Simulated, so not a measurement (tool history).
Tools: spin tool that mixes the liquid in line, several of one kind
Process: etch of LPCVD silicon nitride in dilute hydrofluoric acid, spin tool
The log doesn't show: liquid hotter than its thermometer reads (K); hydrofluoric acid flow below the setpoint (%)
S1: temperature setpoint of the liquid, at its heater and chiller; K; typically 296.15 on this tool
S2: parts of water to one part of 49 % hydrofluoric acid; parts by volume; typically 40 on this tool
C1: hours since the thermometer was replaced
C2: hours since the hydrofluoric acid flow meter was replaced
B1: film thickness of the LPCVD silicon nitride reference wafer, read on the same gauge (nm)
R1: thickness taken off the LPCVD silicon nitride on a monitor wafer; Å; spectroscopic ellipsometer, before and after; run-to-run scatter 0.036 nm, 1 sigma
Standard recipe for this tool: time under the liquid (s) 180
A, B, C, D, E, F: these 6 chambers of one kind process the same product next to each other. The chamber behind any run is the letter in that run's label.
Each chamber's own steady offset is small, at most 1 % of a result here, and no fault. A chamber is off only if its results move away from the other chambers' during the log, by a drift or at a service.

Run 1C, hour 3.7: usual settings; C1 534.4; C2 347.7; B1 139.98. Result: R1 21.185 Å.
Run 2E, hour 8.5: usual settings; C1 497; C2 2283.1; B1 140.01. Result: R1 20.881 Å.
Run 3D, hour 11.4: usual settings; C1 507.2; C2 1093.9; B1 139.98. Result: R1 20.176 Å.
Run 4B, hour 14.4: usual settings; C1 1123.9; C2 636.9; B1 140. Result: R1 20.533 Å.
Run 5F, hour 18.5: usual settings; C1 1623.4; C2 352; B1 140.03. Result: R1 21.006 Å.
Run 6A, hour 21.3: usual settings; C1 475.3; C2 1228.8; B1 139.99. Result: R1 20.385 Å.
Run 7B, hour 26.1: usual settings; C1 1135.6; C2 648.6; B1 139.97. Result: R1 21.505 Å.
Run 8F, hour 28.2: usual settings; C1 1633.1; C2 361.7; B1 140. Result: R1 20.437 Å.
Run 9D, hour 30.6: usual settings; C1 526.4; C2 1113.1; B1 140.01. Result: R1 19.974 Å.
Run 10C, hour 34.9: usual settings; C1 565.6; C2 378.9; B1 139.98. Result: R1 20.413 Å.
Run 11A, hour 39.2: usual settings; C1 493.2; C2 1246.7; B1 140.01. Result: R1 21.436 Å.
Run 12E, hour 43.7: usual settings; C1 532.2; C2 2318.3; B1 140.02. Result: R1 20.376 Å.
Run 13E, hour 47.3: usual settings; C1 535.8; C2 2321.9; B1 140.01. Result: R1 20.465 Å.
Run 14C, hour 51.4: usual settings; C1 582.1; C2 395.4; B1 140.02. Result: R1 21.23 Å.
Run 15F, hour 55.4: usual settings but time under the liquid (s) 95; C1 1660.3; C2 388.9; B1 140.02. Result: R1 11.378 Å.
Run 16D, hour 60.1: usual settings but time under the liquid (s) 95; C1 555.9; C2 1142.6; B1 139.99. Result: R1 11.131 Å.
Run 17A, hour 64.6: usual settings but time under the liquid (s) 95; C1 518.6; C2 1272.1; B1 139.97. Result: R1 10.601 Å.
Run 18B, hour 67.8: usual settings but time under the liquid (s) 95; C1 1177.3; C2 690.3; B1 140.02. Result: R1 10.834 Å.
Run 19B, hour 72.3: usual settings but time under the liquid (s) 95; C1 1181.8; C2 694.8; B1 140.03. Result: R1 11.24 Å.
Run 20C, hour 77.1: usual settings but time under the liquid (s) 95; C1 607.8; C2 421.1; B1 140.01. Result: R1 11.096 Å.
Run 21D, hour 82: usual settings; C1 577.8; C2 1164.5; B1 140. Result: R1 20.832 Å.
Run 22F, hour 86.2: usual settings; C1 1691.1; C2 419.7; B1 139.97. Result: R1 20.839 Å.
Run 23A, hour 90.5: usual settings; C1 544.5; C2 1298; B1 139.99. Result: R1 21.032 Å.
Run 24E, hour 95.3: usual settings; C1 583.8; C2 2369.9; B1 139.97. Result: R1 20.861 Å.
Run 25D, hour 98.1: usual settings but S2 50 parts by volume, time under the liquid (s) 75; C1 593.9; C2 1180.6; B1 140.01. Result: R1 6.8378 Å.
Run 26F, hour 101.2: usual settings but S2 50 parts by volume, time under the liquid (s) 75; C1 1706.1; C2 434.7; B1 139.98. Result: R1 7.0641 Å.
At hour 101.8: chamber E: hydrofluoric acid flow meter replaced.
Run 27C, hour 104.8: usual settings but S2 50 parts by volume, time under the liquid (s) 75; C1 635.5; C2 448.8; B1 140. Result: R1 7.1461 Å.
Run 28B, hour 108: usual settings but S2 50 parts by volume, time under the liquid (s) 75; C1 1217.5; C2 730.5; B1 140.02. Result: R1 6.8978 Å.
Run 29E, hour 111.6: usual settings but S2 50 parts by volume, time under the liquid (s) 75; C1 600.1; C2 9.8; B1 140.01. Result: R1 6.8889 Å.
Run 30A, hour 115.3: usual settings but S2 50 parts by volume, time under the liquid (s) 75; C1 569.3; C2 1322.8; B1 140.02. Result: R1 7.0397 Å.
Run 31A, hour 119.7: usual settings; C1 573.7; C2 1327.2; B1 139.98. Result: R1 21.212 Å.
Run 32E, hour 122: usual settings; C1 610.5; C2 20.2; B1 140.01. Result: R1 21.187 Å.
At hour 125: chamber C: thermometer replaced.
Run 33D, hour 125.4: usual settings; C1 621.2; C2 1207.9; B1 140.02. Result: R1 20.845 Å.
Run 34B, hour 129.1: usual settings; C1 1238.6; C2 751.6; B1 140.01. Result: R1 20.489 Å.
Run 35F, hour 131.3: usual settings; C1 1736.2; C2 464.8; B1 140.01. Result: R1 20.941 Å.
Run 36C, hour 134.7: usual settings; C1 9.8; C2 478.7; B1 140. Result: R1 20.354 Å.
Run 37E, hour 137.2: usual settings; C1 625.7; C2 35.4; B1 139.97. Result: R1 20.613 Å.
Run 38B, hour 140.8: usual settings but time under the liquid (s) 285; C1 1250.3; C2 763.3; B1 140.02. Result: R1 33.221 Å.
Run 39A, hour 144.4: usual settings but time under the liquid (s) 285; C1 598.4; C2 1351.9; B1 139.99. Result: R1 33.904 Å.
Run 40D, hour 149.1: usual settings but time under the liquid (s) 285; C1 644.9; C2 1231.6; B1 140.01. Result: R1 33.031 Å.
Run 41F, hour 151.5: usual settings but time under the liquid (s) 285; C1 1756.4; C2 485; B1 139.97. Result: R1 32.478 Å.
Run 42C, hour 155.1: usual settings but time under the liquid (s) 285; C1 30.2; C2 499.1; B1 140. Result: R1 32.953 Å.
Run 43F, hour 157.8: usual settings but time under the liquid (s) 285; C1 1762.7; C2 491.3; B1 139.99. Result: R1 32.327 Å.
Run 44A, hour 162.3: usual settings; C1 616.3; C2 1369.8; B1 140.01. Result: R1 21.276 Å.

What goes on in this fleet: one chamber off, a drifting gauge, or nothing beyond the chambers' own small offsets? Name the chamber and the cause, if any.

All chambers stay in line apart from their small fixed offsets, and the gauge does not drift.
